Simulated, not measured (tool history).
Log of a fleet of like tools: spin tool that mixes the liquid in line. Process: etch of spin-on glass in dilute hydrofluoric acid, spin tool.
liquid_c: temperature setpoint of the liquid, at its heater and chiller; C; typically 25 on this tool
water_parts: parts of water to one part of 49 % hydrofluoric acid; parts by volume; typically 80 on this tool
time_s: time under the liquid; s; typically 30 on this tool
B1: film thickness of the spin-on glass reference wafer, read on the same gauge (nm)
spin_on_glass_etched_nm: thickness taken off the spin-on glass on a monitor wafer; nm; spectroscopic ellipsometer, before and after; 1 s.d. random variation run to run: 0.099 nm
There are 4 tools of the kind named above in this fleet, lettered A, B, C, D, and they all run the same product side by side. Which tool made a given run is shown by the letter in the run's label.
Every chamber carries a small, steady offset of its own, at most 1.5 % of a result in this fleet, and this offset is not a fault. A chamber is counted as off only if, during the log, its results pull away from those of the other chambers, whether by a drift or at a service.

{"run": "1A", "hour": 5.7, "liquid_c": 25, "water_parts": 80, "time_s": 30, "B1": 80.016, "spin_on_glass_etched_nm": 17.434}
{"run": "2B", "hour": 15.9, "liquid_c": 25, "water_parts": 80, "time_s": 30, "B1": 80.001, "spin_on_glass_etched_nm": 17.153}
{"run": "3C", "hour": 21.7, "liquid_c": 25, "water_parts": 80, "time_s": 30, "B1": 79.967, "spin_on_glass_etched_nm": 17.562}
{"hour": 26.7, "done": "chamber D: hydrofluoric acid flow meter replaced"}
{"run": "4D", "hour": 29.2, "liquid_c": 25, "water_parts": 80, "time_s": 30, "B1": 79.966, "spin_on_glass_etched_nm": 17.656}
{"run": "5C", "hour": 37.2, "liquid_c": 25, "water_parts": 80, "time_s": 30, "B1": 79.975, "spin_on_glass_etched_nm": 17.577}
{"run": "6D", "hour": 43.2, "liquid_c": 21, "water_parts": 110, "time_s": 30, "B1": 79.942, "spin_on_glass_etched_nm": 10.387}
{"hour": 46.7, "done": "chamber B: hydrofluoric acid flow meter replaced"}
{"run": "7B", "hour": 52.6, "liquid_c": 21, "water_parts": 110, "time_s": 30, "B1": 80.011, "spin_on_glass_etched_nm": 10.418}
{"run": "8A", "hour": 58.8, "liquid_c": 21, "water_parts": 110, "time_s": 30, "B1": 79.977, "spin_on_glass_etched_nm": 10.305}
{"run": "9D", "hour": 69.6, "liquid_c": 21, "water_parts": 110, "time_s": 30, "B1": 80.018, "spin_on_glass_etched_nm": 10.525}
{"run": "10B", "hour": 80.5, "liquid_c": 28.5, "water_parts": 50, "time_s": 30, "B1": 79.968, "spin_on_glass_etched_nm": 32.961}
{"run": "11A", "hour": 91.8, "liquid_c": 28.5, "water_parts": 50, "time_s": 30, "B1": 79.992, "spin_on_glass_etched_nm": 33.246}
{"run": "12C", "hour": 96.9, "liquid_c": 28.5, "water_parts": 50, "time_s": 30, "B1": 79.992, "spin_on_glass_etched_nm": 33.869}
{"run": "13B", "hour": 104.2, "liquid_c": 28.5, "water_parts": 50, "time_s": 30, "B1": 80.004, "spin_on_glass_etched_nm": 32.763}
{"run": "14A", "hour": 114.8, "liquid_c": 25, "water_parts": 80, "time_s": 30, "B1": 80.025, "spin_on_glass_etched_nm": 17.343}
{"run": "15C", "hour": 124.2, "liquid_c": 25, "water_parts": 80, "time_s": 30, "B1": 79.958, "spin_on_glass_etched_nm": 18}
{"run": "16D", "hour": 131.7, "liquid_c": 25, "water_parts": 80, "time_s": 30, "B1": 79.991, "spin_on_glass_etched_nm": 17.547}
{"run": "17D", "hour": 136.9, "liquid_c": 30, "water_parts": 45, "time_s": 30, "B1": 80.038, "spin_on_glass_etched_nm": 40.41}
{"run": "18C", "hour": 144.4, "liquid_c": 30, "water_parts": 45, "time_s": 30, "B1": 80.002, "spin_on_glass_etched_nm": 40.688}
{"run": "19B", "hour": 155.2, "liquid_c": 30, "water_parts": 45, "time_s": 30, "B1": 79.989, "spin_on_glass_etched_nm": 39.115}
{"run": "20A", "hour": 162.4, "liquid_c": 30, "water_parts": 45, "time_s": 30, "B1": 79.934, "spin_on_glass_etched_nm": 40.216}
{"run": "21B", "hour": 173.3, "liquid_c": 25, "water_parts": 80, "time_s": 30, "B1": 79.977, "spin_on_glass_etched_nm": 17.417}
{"run": "22C", "hour": 184.6, "liquid_c": 26.5, "water_parts": 80, "time_s": 50, "B1": 80.02, "spin_on_glass_etched_nm": 32.196}
{"run": "23A", "hour": 194.8, "liquid_c": 26.5, "water_parts": 80, "time_s": 50, "B1": 79.997, "spin_on_glass_etched_nm": 30.655}
{"run": "24D", "hour": 204.9, "liquid_c": 26.5, "water_parts": 80, "time_s": 50, "B1": 80.003, "spin_on_glass_etched_nm": 31.086}
{"run": "25A", "hour": 214.9, "liquid_c": 26.5, "water_parts": 80, "time_s": 50, "B1": 80.033, "spin_on_glass_etched_nm": 30.456}
{"run": "26C", "hour": 225.1, "liquid_c": 25, "water_parts": 80, "time_s": 30, "B1": 79.988, "spin_on_glass_etched_nm": 18.56}
{"run": "27D", "hour": 236.7, "liquid_c": 25, "water_parts": 80, "time_s": 30, "B1": 80.019, "spin_on_glass_etched_nm": 17.758}
{"run": "28B", "hour": 245.8, "liquid_c": 25, "water_parts": 80, "time_s": 30, "B1": 79.965, "spin_on_glass_etched_nm": 17.283}
{"run": "29C", "hour": 253.8, "liquid_c": 25, "water_parts": 80, "time_s": 30, "B1": 80.018, "spin_on_glass_etched_nm": 18.595}
{"run": "30D", "hour": 261.7, "liquid_c": 25, "water_parts": 80, "time_s": 30, "B1": 79.988, "spin_on_glass_etched_nm": 17.474}
{"run": "31A", "hour": 269.5, "liquid_c": 25, "water_parts": 80, "time_s": 30, "B1": 79.99, "spin_on_glass_etched_nm": 17.335}
{"run": "32B", "hour": 277.7, "liquid_c": 25, "water_parts": 80, "time_s": 30, "B1": 80.012, "spin_on_glass_etched_nm": 17.322}
{"run": "33A", "hour": 288.3, "liquid_c": 25, "water_parts": 80, "time_s": 30, "B1": 80.056, "spin_on_glass_etched_nm": 17.314}
{"run": "34C", "hour": 293.7, "liquid_c": 25, "water_parts": 80, "time_s": 30, "B1": 79.986, "spin_on_glass_etched_nm": 18.797}
{"run": "35B", "hour": 304.6, "liquid_c": 25, "water_parts": 80, "time_s": 30, "B1": 80.02, "spin_on_glass_etched_nm": 17.321}
{"run": "36D", "hour": 312.0, "liquid_c": 25, "water_parts": 80, "time_s": 30, "B1": 79.999, "spin_on_glass_etched_nm": 17.697}
{"hour": 316.5, "done": "chamber A: hydrofluoric acid flow meter replaced"}
{"run": "37A", "hour": 323.6, "liquid_c": 25, "water_parts": 80, "time_s": 30, "B1": 80.027, "spin_on_glass_etched_nm": 17.334}

Which is it: a chamber that has drifted or been left off by a service, a gauge drift common to all chambers, or only each chamber's usual small offset? If a chamber is off, name it and its likeliest cause.

Chamber C drifts away from the others.
What lies behind it: liquid hotter than its thermometer reads (K) = 1.99.
The log may not tell that from: hydrofluoric acid flow above the setpoint (%).

Here are 4 candidates for chamber C's next run, each the usual settings with a change, their results left as question marks. Which one brings its results back in line with what the others give on the usual settings?
A result is in line if it is within this distance of the other chambers' mean on the usual settings: spin_on_glass_etched_nm 0.35 nm
{"run": "38C-1", "hour": 332.1, "liquid_c": 26, "water_parts": 80, "time_s": 30, "spin_on_glass_etched_nm": "?"}
{"run": "38C-2", "hour": 332.1, "liquid_c": 24, "water_parts": 80, "time_s": 30, "spin_on_glass_etched_nm": "?"}
{"run": "38C-3", "hour": 332.1, "liquid_c": 25.5, "water_parts": 75, "time_s": 30, "spin_on_glass_etched_nm": "?"}
{"run": "38C-4", "hour": 332.1, "liquid_c": 23, "water_parts": 80, "time_s": 30, "spin_on_glass_etched_nm": "?"}

Mean of the other chambers on the usual settings: spin_on_glass_etched_nm 17.418 nm
run=38C-1 spin_on_glass_etched_nm=19.75
run=38C-2 spin_on_glass_etched_nm=18.255
run=38C-3 spin_on_glass_etched_nm=20.779
run=38C-4 spin_on_glass_etched_nm=17.544
Change 38C-4 lands the chamber within the allowed miss of the other chambers.
